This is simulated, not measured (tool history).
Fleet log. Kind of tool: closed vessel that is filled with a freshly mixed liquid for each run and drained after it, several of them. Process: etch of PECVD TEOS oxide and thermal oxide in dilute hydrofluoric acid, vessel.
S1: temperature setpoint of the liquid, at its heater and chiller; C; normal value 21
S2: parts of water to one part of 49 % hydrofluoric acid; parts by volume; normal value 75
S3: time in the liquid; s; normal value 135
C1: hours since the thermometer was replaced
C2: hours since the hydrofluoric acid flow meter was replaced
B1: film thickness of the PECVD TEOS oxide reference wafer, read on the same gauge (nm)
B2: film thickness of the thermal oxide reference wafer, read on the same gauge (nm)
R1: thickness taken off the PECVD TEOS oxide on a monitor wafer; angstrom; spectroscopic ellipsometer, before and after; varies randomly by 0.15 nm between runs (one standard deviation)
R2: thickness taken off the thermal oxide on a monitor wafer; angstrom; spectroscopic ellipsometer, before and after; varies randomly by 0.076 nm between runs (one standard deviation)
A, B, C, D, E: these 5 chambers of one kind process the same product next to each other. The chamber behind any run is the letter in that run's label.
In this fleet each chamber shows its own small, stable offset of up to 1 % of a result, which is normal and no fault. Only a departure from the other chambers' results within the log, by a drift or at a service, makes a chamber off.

Run 1C, hour 6.9: usual settings; C1 76; C2 518.1; B1 40.028; B2 80.024. Result: R1 193.57 angstrom, R2 78.392 angstrom.
Run 2D, hour 11.5: usual settings; C1 834.6; C2 847.2; B1 40.006; B2 80.012. Result: R1 193.05 angstrom, R2 78.637 angstrom.
Run 3A, hour 18.2: usual settings; C1 1287.6; C2 368.4; B1 39.979; B2 79.993. Result: R1 192.44 angstrom, R2 78.301 angstrom.
Run 4E, hour 24.1: usual settings; C1 2303.3; C2 158.7; B1 40; B2 80.006. Result: R1 194.71 angstrom, R2 79.254 angstrom.
Run 5B, hour 32.3: usual settings but S1 24.5 C, S2 100 parts by volume; C1 230.1; C2 894.4; B1 39.988; B2 79.989. Result: R1 164.54 angstrom, R2 65.617 angstrom.
Run 6B, hour 40.9: usual settings but S1 24.5 C, S2 100 parts by volume; C1 238.7; C2 903; B1 39.984; B2 80.005. Result: R1 162.37 angstrom, R2 63.955 angstrom.
Run 7D, hour 46.9: usual settings but S1 24.5 C, S2 100 parts by volume; C1 870; C2 882.6; B1 40.002; B2 79.979. Result: R1 161.49 angstrom, R2 65.702 angstrom.
Run 8E, hour 53.9: usual settings but S1 24.5 C, S2 100 parts by volume; C1 2333.1; C2 188.5; B1 40.004; B2 79.98. Result: R1 160.02 angstrom, R2 66.554 angstrom.
Run 9A, hour 62.5: usual settings but S1 24.5 C, S2 100 parts by volume; C1 1331.9; C2 412.7; B1 40.018; B2 80.011. Result: R1 160.34 angstrom, R2 66.366 angstrom.
Run 10C, hour 71: usual settings; C1 140.1; C2 582.2; B1 39.984; B2 79.994. Result: R1 194.19 angstrom, R2 77.815 angstrom.
Run 11E, hour 79.1: usual settings; C1 2358.3; C2 213.7; B1 39.994; B2 79.998. Result: R1 194.01 angstrom, R2 77.619 angstrom.
Run 12B, hour 87.9: usual settings but S1 25 C, S3 170 s; C1 285.7; C2 950; B1 40.016; B2 80.015. Result: R1 289.43 angstrom, R2 115.42 angstrom.
Run 13A, hour 94.6: usual settings but S1 25 C, S3 170 s; C1 1364; C2 444.8; B1 39.991; B2 79.987. Result: R1 282.73 angstrom, R2 114.38 angstrom.
Run 14D, hour 101.6: usual settings but S1 25 C, S3 170 s; C1 924.7; C2 937.3; B1 40.002; B2 79.986. Result: R1 282 angstrom, R2 117.65 angstrom.
Run 15C, hour 108: usual settings but S1 25 C, S3 170 s; C1 177.1; C2 619.2; B1 40; B2 79.989. Result: R1 288.14 angstrom, R2 115.72 angstrom.
Run 16C, hour 114.4: usual settings but S1 25 C, S3 170 s; C1 183.5; C2 625.6; B1 40.002; B2 79.994. Result: R1 289.53 angstrom, R2 114.71 angstrom.
Run 17D, hour 121.6: usual settings; C1 944.7; C2 957.3; B1 39.993; B2 80.005. Result: R1 193.88 angstrom, R2 77.978 angstrom.
Run 18E, hour 128.2: usual settings; C1 2407.4; C2 262.8; B1 40.02; B2 79.997. Result: R1 193.28 angstrom, R2 78.56 angstrom.
Run 19A, hour 135.8: usual settings; C1 1405.2; C2 486; B1 39.988; B2 80.009. Result: R1 195.28 angstrom, R2 76.876 angstrom.
Run 20B, hour 141.5: usual settings; C1 339.3; C2 1003.6; B1 40.006; B2 79.976. Result: R1 191.83 angstrom, R2 77.002 angstrom.
Run 21E, hour 148.7: usual settings; C1 2427.9; C2 283.3; B1 40.006; B2 80.001. Result: R1 191.59 angstrom, R2 78.224 angstrom.
Run 22C, hour 157.4: usual settings but S1 19.5 C, S3 170 s; C1 226.5; C2 668.6; B1 39.996; B2 80.007. Result: R1 230.54 angstrom, R2 91.465 angstrom.
Run 23A, hour 163.7: usual settings but S1 19.5 C, S3 170 s; C1 1433.1; C2 513.9; B1 40.02; B2 80.004. Result: R1 231.34 angstrom, R2 93.333 angstrom.
Run 24D, hour 171.6: usual settings but S1 19.5 C, S3 170 s; C1 994.7; C2 1007.3; B1 40.001; B2 79.983. Result: R1 227.94 angstrom, R2 92.562 angstrom.
Run 25B, hour 176.9: usual settings but S1 19.5 C, S3 170 s; C1 374.7; C2 1039; B1 40.017; B2 79.966. Result: R1 229.99 angstrom, R2 91.192 angstrom.
Run 26A, hour 181.6: usual settings but S1 19.5 C, S3 170 s; C1 1451; C2 531.8; B1 39.995; B2 80.009. Result: R1 226.19 angstrom, R2 92.867 angstrom.
Run 27D, hour 187.8: usual settings; C1 1010.9; C2 1023.5; B1 39.994; B2 79.994. Result: R1 190.5 angstrom, R2 78.548 angstrom.
Run 28B, hour 192.5: usual settings; C1 390.3; C2 1054.6; B1 40.005; B2 79.99. Result: R1 193.46 angstrom, R2 78.165 angstrom.
At hour 196.2: chamber A: thermometer replaced.
Run 29E, hour 199.3: usual settings; C1 2478.5; C2 333.9; B1 39.99; B2 80.022. Result: R1 193.89 angstrom, R2 78.678 angstrom.
Run 30C, hour 204.4: usual settings; C1 273.5; C2 715.6; B1 40.013; B2 80.001. Result: R1 195.08 angstrom, R2 77.4 angstrom.
Run 31B, hour 212.1: usual settings but S1 25.5 C, S3 205 s; C1 409.9; C2 1074.2; B1 39.992; B2 79.984. Result: R1 357.36 angstrom, R2 140.78 angstrom.
Run 32E, hour 220.4: usual settings but S1 25.5 C, S3 205 s; C1 2499.6; C2 355; B1 40.005; B2 80.017. Result: R1 352.92 angstrom, R2 142.39 angstrom.
Run 33A, hour 228: usual settings but S1 25.5 C, S3 205 s; C1 31.9; C2 578.2; B1 40.019; B2 79.977. Result: R1 353.22 angstrom, R2 143.09 angstrom.
Run 34D, hour 234.7: usual settings but S1 25.5 C, S3 205 s; C1 1057.8; C2 1070.4; B1 39.981; B2 79.985. Result: R1 359.04 angstrom, R2 143.23 angstrom.
Run 35C, hour 243.5: usual settings but S1 25.5 C, S3 205 s; C1 312.6; C2 754.7; B1 39.994; B2 80.017. Result: R1 355.04 angstrom, R2 141.77 angstrom.
Run 36D, hour 248.6: usual settings but S1 18 C, S3 200 s; C1 1071.7; C2 1084.3; B1 40.006; B2 79.979. Result: R1 253.7 angstrom, R2 102.1 angstrom.
Run 37E, hour 253: usual settings but S1 18 C, S3 200 s; C1 2532.2; C2 387.6; B1 40.019; B2 80.008. Result: R1 250.73 angstrom, R2 103.77 angstrom.
Run 38C, hour 257.4: usual settings but S1 18 C, S3 200 s; C1 326.5; C2 768.6; B1 39.999; B2 80.015. Result: R1 254.32 angstrom, R2 101.39 angstrom.
Run 39B, hour 263.4: usual settings but S1 18 C, S3 200 s; C1 461.2; C2 1125.5; B1 40.009; B2 79.978. Result: R1 255.59 angstrom, R2 100.18 angstrom.
Run 40A, hour 269: usual settings but S1 18 C, S3 200 s; C1 72.9; C2 619.2; B1 39.992; B2 79.99. Result: R1 252.55 angstrom, R2 103.17 angstrom.

All chambers now run identical settings, listed one chamber a line with results as question marks. What results will each chamber show?
Run 41A, hour 275.3: usual settings but S2 95 parts by volume. Result: R1 ?, R2 ?.
Run 41B, hour 275.3: usual settings but S2 95 parts by volume. Result: R1 ?, R2 ?.
Run 41C, hour 275.3: usual settings but S2 95 parts by volume. Result: R1 ?, R2 ?.
Run 41D, hour 275.3: usual settings but S2 95 parts by volume. Result: R1 ?, R2 ?.
Run 41E, hour 275.3: usual settings but S2 95 parts by volume. Result: R1 ?, R2 ?.

run      R1      R2
41A  148.69  61.331
41B  148.17  59.256
41C   146.5  60.318
41D  145.84  60.346
41E  148.51  60.873

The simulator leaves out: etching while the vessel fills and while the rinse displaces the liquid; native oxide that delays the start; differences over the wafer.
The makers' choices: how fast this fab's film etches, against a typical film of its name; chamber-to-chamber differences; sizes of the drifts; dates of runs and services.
